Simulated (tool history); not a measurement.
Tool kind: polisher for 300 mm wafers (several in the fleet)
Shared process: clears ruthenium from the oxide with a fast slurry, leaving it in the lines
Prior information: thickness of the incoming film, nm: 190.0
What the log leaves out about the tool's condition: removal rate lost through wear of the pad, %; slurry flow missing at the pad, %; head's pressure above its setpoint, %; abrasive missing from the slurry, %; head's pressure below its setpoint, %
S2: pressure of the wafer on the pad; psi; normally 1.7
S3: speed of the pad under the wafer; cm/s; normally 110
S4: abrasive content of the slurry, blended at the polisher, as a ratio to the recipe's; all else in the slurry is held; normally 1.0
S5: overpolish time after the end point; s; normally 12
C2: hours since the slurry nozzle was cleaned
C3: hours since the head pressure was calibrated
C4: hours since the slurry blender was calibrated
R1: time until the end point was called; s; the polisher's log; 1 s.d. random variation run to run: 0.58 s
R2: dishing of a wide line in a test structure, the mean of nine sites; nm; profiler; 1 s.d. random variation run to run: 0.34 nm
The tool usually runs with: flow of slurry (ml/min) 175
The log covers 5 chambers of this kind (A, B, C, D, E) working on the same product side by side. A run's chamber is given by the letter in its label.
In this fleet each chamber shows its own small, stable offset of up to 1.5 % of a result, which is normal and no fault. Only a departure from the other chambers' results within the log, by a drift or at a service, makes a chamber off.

-- day=0.229 chamber E: slurry blender recalibrated
run 1D day=0.329 | flow_of_slurry_(ml/min)=175 S2=1.7 S3=110 S4=1.0 S5=12 | wafers_polished_on_this_pad=638 C2=123.4 C3=71.0 C4=52.4 | R1=62.128 R2=28.935
-- day=0.546 chamber A: slurry blender recalibrated
run 2C day=0.900 | flow_of_slurry_(ml/min)=175 S2=1.7 S3=110 S4=1.0 S5=12 | wafers_polished_on_this_pad=426 C2=269.3 C3=506.4 C4=43.2 | R1=61.758 R2=28.273
-- day=1.012 chamber A: worn pad replaced by a new one
-- day=1.075 chamber E: slurry nozzle cleaned
run 3B day=1.346 | flow_of_slurry_(ml/min)=175 S2=1.7 S3=110 S4=1.0 S5=12 | wafers_polished_on_this_pad=646 C2=588.8 C3=184.5 C4=46.3 | R1=63.153 R2=28.679
-- day=1.612 chamber C: slurry nozzle cleaned
run 4E day=1.821 | flow_of_slurry_(ml/min)=175 S2=1.7 S3=110 S4=1.0 S5=12 | wafers_polished_on_this_pad=860 C2=18.0 C3=89.0 C4=38.3 | R1=62.057 R2=28.747
-- day=2.267 chamber D: worn pad replaced by a new one
run 5A day=2.296 | flow_of_slurry_(ml/min)=175 S2=1.7 S3=110 S4=1.0 S5=12 | wafers_polished_on_this_pad=171 C2=566.5 C3=58.4 C4=42.0 | R1=62.276 R2=28.149
-- day=2.775 chamber C: worn pad replaced by a new one
run 6C day=2.925 | flow_of_slurry_(ml/min)=175 S2=1.7 S3=110 S4=1.0 S5=12 | wafers_polished_on_this_pad=20 C2=31.5 C3=555.0 C4=91.8 | R1=61.894 R2=28.719
run 7E day=3.371 | flow_of_slurry_(ml/min)=175 S2=1.7 S3=110 S4=1.0 S5=12 | wafers_polished_on_this_pad=1066 C2=55.2 C3=126.2 C4=75.5 | R1=62.669 R2=28.465
run 8B day=3.842 | flow_of_slurry_(ml/min)=175 S2=1.7 S3=110 S4=1.0 S5=12 | wafers_polished_on_this_pad=979 C2=648.7 C3=244.4 C4=106.2 | R1=62.802 R2=28.402
-- day=4.033 chamber B: worn pad replaced by a new one
-- day=4.100 chamber C: head pressure recalibrated
run 9D day=4.171 | flow_of_slurry_(ml/min)=130 S2=1.7 S3=86 S4=1.0 S5=12 | wafers_polished_on_this_pad=254 C2=215.6 C3=163.2 C4=144.6 | R1=85.650 R2=22.064
-- day=4.196 chamber A: slurry nozzle cleaned
run 10A day=4.483 | flow_of_slurry_(ml/min)=130 S2=1.7 S3=86 S4=1.0 S5=12 | wafers_polished_on_this_pad=462 C2=6.9 C3=110.9 C4=94.5 | R1=84.798 R2=21.943
-- day=4.796 chamber E: worn pad replaced by a new one
run 11B day=5.071 | flow_of_slurry_(ml/min)=130 S2=1.7 S3=86 S4=1.0 S5=12 | wafers_polished_on_this_pad=138 C2=678.2 C3=273.9 C4=135.7 | R1=86.219 R2=22.368
run 12A day=5.396 | flow_of_slurry_(ml/min)=130 S2=1.7 S3=86 S4=1.0 S5=12 | wafers_polished_on_this_pad=583 C2=28.8 C3=132.8 C4=116.4 | R1=84.472 R2=21.571
run 13E day=5.733 | flow_of_slurry_(ml/min)=130 S2=1.7 S3=86 S4=1.0 S5=12 | wafers_polished_on_this_pad=125 C2=111.9 C3=182.9 C4=132.2 | R1=84.496 R2=22.005
run 14C day=6.279 | flow_of_slurry_(ml/min)=175 S2=1.7 S3=110 S4=1.0 S5=12 | wafers_polished_on_this_pad=466 C2=112.0 C3=52.3 C4=172.3 | R1=61.996 R2=28.682
-- day=6.288 chamber C: slurry blender recalibrated
-- day=6.721 chamber A: worn pad replaced by a new one
run 15D day=6.862 | flow_of_slurry_(ml/min)=175 S2=1.3 S3=110 S4=1.1 S5=12 | wafers_polished_on_this_pad=612 C2=280.2 C3=227.8 C4=209.2 | R1=80.491 R2=23.118
run 16A day=7.496 | flow_of_slurry_(ml/min)=175 S2=1.3 S3=110 S4=1.1 S5=12 | wafers_polished_on_this_pad=103 C2=79.2 C3=183.2 C4=166.8 | R1=77.674 R2=23.012
run 17C day=7.929 | flow_of_slurry_(ml/min)=175 S2=1.3 S3=110 S4=1.1 S5=12 | wafers_polished_on_this_pad=686 C2=151.6 C3=91.9 C4=39.4 | R1=77.746 R2=23.287
run 18E day=8.342 | flow_of_slurry_(ml/min)=175 S2=1.3 S3=110 S4=1.1 S5=12 | wafers_polished_on_this_pad=472 C2=174.5 C3=245.5 C4=194.8 | R1=78.221 R2=23.733
run 19D day=8.779 | flow_of_slurry_(ml/min)=175 S2=1.3 S3=110 S4=1.1 S5=12 | wafers_polished_on_this_pad=867 C2=326.2 C3=273.8 C4=255.2 | R1=81.059 R2=22.893
-- day=9.075 chamber C: worn pad replaced by a new one
run 20B day=9.088 | flow_of_slurry_(ml/min)=175 S2=1.7 S3=110 S4=1.0 S5=12 | wafers_polished_on_this_pad=673 C2=774.6 C3=370.3 C4=232.1 | R1=63.450 R2=28.286
-- day=9.246 chamber D: worn pad replaced by a new one
run 21D day=9.529 | flow_of_slurry_(ml/min)=175 S2=2.0 S3=110 S4=1.0 S5=12 | wafers_polished_on_this_pad=37 C2=344.2 C3=291.8 C4=273.2 | R1=54.584 R2=31.221
run 22E day=10.171 | flow_of_slurry_(ml/min)=175 S2=2.0 S3=110 S4=1.0 S5=12 | wafers_polished_on_this_pad=715 C2=218.4 C3=289.4 C4=238.7 | R1=53.890 R2=33.320
-- day=10.204 chamber A: slurry blender recalibrated
run 23C day=10.829 | flow_of_slurry_(ml/min)=175 S2=2.0 S3=110 S4=1.0 S5=12 | wafers_polished_on_this_pad=234 C2=221.2 C3=161.5 C4=109.0 | R1=52.144 R2=32.836
run 24A day=11.379 | flow_of_slurry_(ml/min)=175 S2=2.0 S3=110 S4=1.0 S5=12 | wafers_polished_on_this_pad=620 C2=172.4 C3=276.4 C4=28.2 | R1=53.025 R2=32.076
-- day=11.721 chamber B: slurry blender recalibrated
-- day=11.967 chamber B: worn pad replaced by a new one
run 25B day=12.058 | flow_of_slurry_(ml/min)=175 S2=2.0 S3=110 S4=1.0 S5=12 | wafers_polished_on_this_pad=12 C2=845.9 C3=441.6 C4=8.1 | R1=53.643 R2=32.809
-- day=12.321 chamber D: slurry blender recalibrated
run 26E day=12.400 | flow_of_slurry_(ml/min)=175 S2=1.7 S3=110 S4=1.0 S5=12 | wafers_polished_on_this_pad=1012 C2=271.9 C3=342.9 C4=292.2 | R1=62.750 R2=28.352
-- day=12.988 chamber A: worn pad replaced by a new one
-- day=13.004 chamber C: slurry blender recalibrated
run 27A day=13.075 | flow_of_slurry_(ml/min)=140 S2=1.7 S3=110 S4=1.0 S5=12 | wafers_polished_on_this_pad=12 C2=213.1 C3=317.1 C4=68.9 | R1=64.954 R2=26.930
run 28D day=13.529 | flow_of_slurry_(ml/min)=140 S2=1.7 S3=110 S4=1.0 S5=12 | wafers_polished_on_this_pad=570 C2=440.2 C3=387.8 C4=29.0 | R1=69.749 R2=25.718
-- day=13.746 chamber E: worn pad replaced by a new one
run 29B day=13.871 | flow_of_slurry_(ml/min)=140 S2=1.7 S3=110 S4=1.0 S5=12 | wafers_polished_on_this_pad=253 C2=889.4 C3=485.1 C4=51.6 | R1=66.403 R2=27.842
run 30C day=14.379 | flow_of_slurry_(ml/min)=140 S2=1.7 S3=110 S4=1.0 S5=12 | wafers_polished_on_this_pad=706 C2=306.4 C3=246.7 C4=33.1 | R1=64.262 R2=27.468
-- day=14.429 chamber C: worn pad replaced by a new one
run 31E day=14.775 | flow_of_slurry_(ml/min)=140 S2=1.7 S3=110 S4=1.0 S5=12 | wafers_polished_on_this_pad=137 C2=328.9 C3=399.9 C4=349.2 | R1=65.479 R2=27.291
-- day=14.850 chamber C: slurry nozzle cleaned
run 32A day=15.192 | flow_of_slurry_(ml/min)=175 S2=1.7 S3=110 S4=1.0 S5=12 | wafers_polished_on_this_pad=293 C2=263.9 C3=367.9 C4=119.7 | R1=62.565 R2=27.791
run 33B day=15.500 | flow_of_slurry_(ml/min)=175 S2=1.7 S3=110 S4=1.0 S5=12 | wafers_polished_on_this_pad=470 C2=928.5 C3=524.2 C4=90.7 | R1=63.013 R2=28.135
run 34C day=16.054 | flow_of_slurry_(ml/min)=175 S2=1.7 S3=110 S4=1.0 S5=12 | wafers_polished_on_this_pad=216 C2=29.0 C3=286.9 C4=73.3 | R1=62.216 R2=28.749

Which is it: a chamber that has drifted or been left off by a service, a gauge drift common to all chambers, or only each chamber's usual small offset? If a chamber is off, name it and its likeliest cause.

Little by little, chamber D moves away from the other chambers.
What lies behind it: slurry flow missing at the pad, % = 38.5.
The log may not tell that from: head's pressure below its setpoint, %.

Chamber D could run next with any of the 4 candidate recipes listed below; each alters the usual settings, and their results appear as question marks. Which one brings its results back in line with what the other chambers deliver on the usual settings?
Allowed miss from the other chambers' usual-settings mean, per result, to count as in line: R1 2.000 s; R2 1.200 nm
run 35D-1 day=16.546 | flow_of_slurry_(ml/min)=170 S2=1.6 S3=102 S4=1.00 S5=12 | R1=? R2=?
run 35D-2 day=16.546 | flow_of_slurry_(ml/min)=175 S2=1.8 S3=114 S4=1.00 S5=12 | R1=? R2=?
run 35D-3 day=16.546 | flow_of_slurry_(ml/min)=175 S2=1.6 S3=106 S4=1.00 S5=12 | R1=? R2=?
run 35D-4 day=16.546 | flow_of_slurry_(ml/min)=180 S2=1.8 S3=118 S4=1.05 S5=12 | R1=? R2=?

The mean the other chambers reach with the usual settings: R1 62.772 s; R2 28.459 nm
run=35D-1 R1=79.458 R2=23.042
run=35D-2 R1=62.644 R2=28.349
run=35D-3 R1=75.908 R2=23.991
run=35D-4 R1=58.812 R2=29.917
The right change is 35D-2: it brings the chamber back within the allowed miss of the others.

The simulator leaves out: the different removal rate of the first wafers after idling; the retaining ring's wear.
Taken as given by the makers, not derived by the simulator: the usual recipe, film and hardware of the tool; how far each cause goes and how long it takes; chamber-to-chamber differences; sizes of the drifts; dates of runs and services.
